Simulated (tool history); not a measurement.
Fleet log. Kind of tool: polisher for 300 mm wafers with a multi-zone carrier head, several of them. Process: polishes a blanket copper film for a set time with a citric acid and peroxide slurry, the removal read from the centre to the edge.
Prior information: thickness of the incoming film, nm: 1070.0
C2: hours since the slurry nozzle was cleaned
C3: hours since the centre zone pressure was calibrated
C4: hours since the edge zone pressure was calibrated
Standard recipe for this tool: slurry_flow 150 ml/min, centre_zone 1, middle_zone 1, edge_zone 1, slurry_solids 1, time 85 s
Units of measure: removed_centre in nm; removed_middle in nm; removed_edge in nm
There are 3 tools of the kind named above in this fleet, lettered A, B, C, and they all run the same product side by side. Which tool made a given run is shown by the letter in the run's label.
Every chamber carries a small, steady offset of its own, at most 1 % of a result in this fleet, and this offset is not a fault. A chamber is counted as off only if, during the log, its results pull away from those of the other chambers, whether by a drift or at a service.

{"run": "1A", "hour": 4.6, "slurry_flow": 150, "centre_zone": 1, "middle_zone": 1, "edge_zone": 1, "slurry_solids": 1, "time": 85, "wafers polished on this pad": 264, "C2": 79.7, "C3": 638.7, "C4": 309.4, "removed_centre": 141.64, "removed_middle": 144.27, "removed_edge": 142.55}
{"run": "2B", "hour": 9.8, "slurry_flow": 150, "centre_zone": 1, "middle_zone": 1, "edge_zone": 1, "slurry_solids": 1, "time": 85, "wafers polished on this pad": 166, "C2": 481.2, "C3": 564.6, "C4": 877.2, "removed_centre": 139.95, "removed_middle": 141.12, "removed_edge": 139.02}
{"run": "3C", "hour": 13.0, "slurry_flow": 150, "centre_zone": 1, "middle_zone": 1, "edge_zone": 1, "slurry_solids": 1, "time": 85, "wafers polished on this pad": 436, "C2": 177.0, "C3": 97.6, "C4": 360.4, "removed_centre": 140.06, "removed_middle": 142.22, "removed_edge": 139.71}
{"run": "4B", "hour": 19.5, "slurry_flow": 150, "centre_zone": 1, "middle_zone": 1, "edge_zone": 1, "slurry_solids": 1, "time": 85, "wafers polished on this pad": 220, "C2": 490.9, "C3": 574.3, "C4": 886.9, "removed_centre": 141.35, "removed_middle": 142.95, "removed_edge": 141.24}
{"run": "5A", "hour": 24.9, "slurry_flow": 150, "centre_zone": 1, "middle_zone": 1, "edge_zone": 1, "slurry_solids": 1, "time": 85, "wafers polished on this pad": 376, "C2": 100.0, "C3": 659.0, "C4": 329.7, "removed_centre": 143.51, "removed_middle": 140.75, "removed_edge": 141.71}
{"run": "6C", "hour": 28.6, "slurry_flow": 150, "centre_zone": 1, "middle_zone": 1, "edge_zone": 1, "slurry_solids": 1, "time": 85, "wafers polished on this pad": 522, "C2": 192.6, "C3": 113.2, "C4": 376.0, "removed_centre": 139.99, "removed_middle": 140.67, "removed_edge": 141.62}
{"run": "7B", "hour": 31.8, "slurry_flow": 150, "centre_zone": 1, "middle_zone": 1, "edge_zone": 1, "slurry_solids": 1, "time": 85, "wafers polished on this pad": 288, "C2": 503.2, "C3": 586.6, "C4": 899.2, "removed_centre": 143.57, "removed_middle": 143.36, "removed_edge": 142.46}
{"run": "8A", "hour": 36.3, "slurry_flow": 150, "centre_zone": 1, "middle_zone": 1, "edge_zone": 1, "slurry_solids": 1, "time": 85, "wafers polished on this pad": 439, "C2": 111.4, "C3": 670.4, "C4": 341.1, "removed_centre": 141.07, "removed_middle": 142.7, "removed_edge": 140.79}
{"run": "9C", "hour": 40.9, "slurry_flow": 150, "centre_zone": 1, "middle_zone": 1, "edge_zone": 1, "slurry_solids": 1, "time": 85, "wafers polished on this pad": 590, "C2": 204.9, "C3": 125.5, "C4": 388.3, "removed_centre": 140.97, "removed_middle": 143.63, "removed_edge": 140.02}
{"run": "10C", "hour": 47.0, "slurry_flow": 150, "centre_zone": 1, "middle_zone": 1, "edge_zone": 1, "slurry_solids": 1, "time": 85, "wafers polished on this pad": 624, "C2": 211.0, "C3": 131.6, "C4": 394.4, "removed_centre": 140.73, "removed_middle": 139.06, "removed_edge": 138.37}
{"hour": 48.6, "done": "chamber B: slurry nozzle cleaned"}
{"run": "11A", "hour": 53.1, "slurry_flow": 150, "centre_zone": 1, "middle_zone": 1, "edge_zone": 1, "slurry_solids": 1, "time": 85, "wafers polished on this pad": 532, "C2": 128.2, "C3": 687.2, "C4": 357.9, "removed_centre": 143.2, "removed_middle": 139.49, "removed_edge": 142.93}
{"run": "12B", "hour": 59.0, "slurry_flow": 150, "centre_zone": 1, "middle_zone": 1, "edge_zone": 1, "slurry_solids": 1, "time": 85, "wafers polished on this pad": 438, "C2": 10.5, "C3": 613.8, "C4": 926.4, "removed_centre": 140.08, "removed_middle": 142.05, "removed_edge": 141.32}
{"run": "13C", "hour": 64.0, "slurry_flow": 150, "centre_zone": 1, "middle_zone": 1, "edge_zone": 1, "slurry_solids": 1, "time": 85, "wafers polished on this pad": 718, "C2": 228.0, "C3": 148.6, "C4": 411.4, "removed_centre": 138.35, "removed_middle": 138.74, "removed_edge": 137.39}
{"run": "14B", "hour": 68.9, "slurry_flow": 150, "centre_zone": 1, "middle_zone": 1, "edge_zone": 1, "slurry_solids": 1, "time": 85, "wafers polished on this pad": 493, "C2": 20.4, "C3": 623.7, "C4": 936.3, "removed_centre": 140.68, "removed_middle": 141.39, "removed_edge": 141.3}
{"run": "15A", "hour": 74.5, "slurry_flow": 150, "centre_zone": 1, "middle_zone": 1, "edge_zone": 1, "slurry_solids": 1, "time": 85, "wafers polished on this pad": 650, "C2": 149.6, "C3": 708.6, "C4": 379.3, "removed_centre": 141.1, "removed_middle": 142.82, "removed_edge": 140.17}
{"hour": 74.7, "done": "chamber C: edge zone pressure recalibrated"}
{"run": "16A", "hour": 77.6, "slurry_flow": 150, "centre_zone": 1, "middle_zone": 1, "edge_zone": 1, "slurry_solids": 1, "time": 85, "wafers polished on this pad": 667, "C2": 152.7, "C3": 711.7, "C4": 382.4, "removed_centre": 141.39, "removed_middle": 140.99, "removed_edge": 140.12}
{"run": "17B", "hour": 84.4, "slurry_flow": 150, "centre_zone": 1, "middle_zone": 1, "edge_zone": 1, "slurry_solids": 1, "time": 85, "wafers polished on this pad": 579, "C2": 35.9, "C3": 639.2, "C4": 951.8, "removed_centre": 142.83, "removed_middle": 141.04, "removed_edge": 141.56}
{"run": "18C", "hour": 88.4, "slurry_flow": 150, "centre_zone": 1, "middle_zone": 1, "edge_zone": 1, "slurry_solids": 1, "time": 85, "wafers polished on this pad": 852, "C2": 252.4, "C3": 173.0, "C4": 13.7, "removed_centre": 133.96, "removed_middle": 133.26, "removed_edge": 132.75}
{"run": "19A", "hour": 95.3, "slurry_flow": 150, "centre_zone": 1, "middle_zone": 1, "edge_zone": 1, "slurry_solids": 1, "time": 85, "wafers polished on this pad": 765, "C2": 170.4, "C3": 729.4, "C4": 400.1, "removed_centre": 141.19, "removed_middle": 142.18, "removed_edge": 140.92}
{"run": "20B", "hour": 100.7, "slurry_flow": 150, "centre_zone": 1, "middle_zone": 1, "edge_zone": 1, "slurry_solids": 1, "time": 85, "wafers polished on this pad": 669, "C2": 52.2, "C3": 655.5, "C4": 968.1, "removed_centre": 138.84, "removed_middle": 137.88, "removed_edge": 140.41}
{"hour": 106.8, "done": "chamber B: centre zone pressure recalibrated"}
{"run": "21C", "hour": 106.9, "slurry_flow": 150, "centre_zone": 1, "middle_zone": 1, "edge_zone": 1, "slurry_solids": 1, "time": 85, "wafers polished on this pad": 955, "C2": 270.9, "C3": 191.5, "C4": 32.2, "removed_centre": 131.86, "removed_middle": 132.69, "removed_edge": 130.31}
{"run": "22C", "hour": 113.2, "slurry_flow": 150, "centre_zone": 1, "middle_zone": 1, "edge_zone": 1, "slurry_solids": 1, "time": 85, "wafers polished on this pad": 990, "C2": 277.2, "C3": 197.8, "C4": 38.5, "removed_centre": 131.14, "removed_middle": 128.54, "removed_edge": 129.89}
{"hour": 119.9, "done": "chamber B: worn pad replaced by a new one"}
{"run": "23B", "hour": 120.0, "slurry_flow": 150, "centre_zone": 1, "middle_zone": 1, "edge_zone": 1, "slurry_solids": 1, "time": 85, "wafers polished on this pad": 0, "C2": 71.5, "C3": 13.2, "C4": 987.4, "removed_centre": 140.16, "removed_middle": 142.42, "removed_edge": 140.81}
{"run": "24A", "hour": 125.2, "slurry_flow": 150, "centre_zone": 1, "middle_zone": 1, "edge_zone": 1, "slurry_solids": 1, "time": 85, "wafers polished on this pad": 931, "C2": 200.3, "C3": 759.3, "C4": 430.0, "removed_centre": 138.91, "removed_middle": 141.6, "removed_edge": 140.81}
{"run": "25A", "hour": 132.0, "slurry_flow": 150, "centre_zone": 1, "middle_zone": 1, "edge_zone": 1, "slurry_solids": 1, "time": 85, "wafers polished on this pad": 968, "C2": 207.1, "C3": 766.1, "C4": 436.8, "removed_centre": 138.35, "removed_middle": 138.54, "removed_edge": 140.45}

For the next run the whole fleet of 3 chambers uses the same settings. Give each chamber's results:
{"run": "26A", "hour": 137.0, "slurry_flow": 150, "centre_zone": 1, "middle_zone": 1, "edge_zone": 1, "slurry_solids": 1, "time": 85, "removed_centre": "?", "removed_middle": "?", "removed_edge": "?"}
{"run": "26B", "hour": 137.0, "slurry_flow": 150, "centre_zone": 1, "middle_zone": 1, "edge_zone": 1, "slurry_solids": 1, "time": 85, "removed_centre": "?", "removed_middle": "?", "removed_edge": "?"}
{"run": "26C", "hour": 137.0, "slurry_flow": 150, "centre_zone": 1, "middle_zone": 1, "edge_zone": 1, "slurry_solids": 1, "time": 85, "removed_centre": "?", "removed_middle": "?", "removed_edge": "?"}

run=26A removed_centre=139.59 removed_middle=140.73 removed_edge=141.08
run=26B removed_centre=141.36 removed_middle=140.36 removed_edge=140.90
run=26C removed_centre=128.46 removed_middle=127.41 removed_edge=124.55
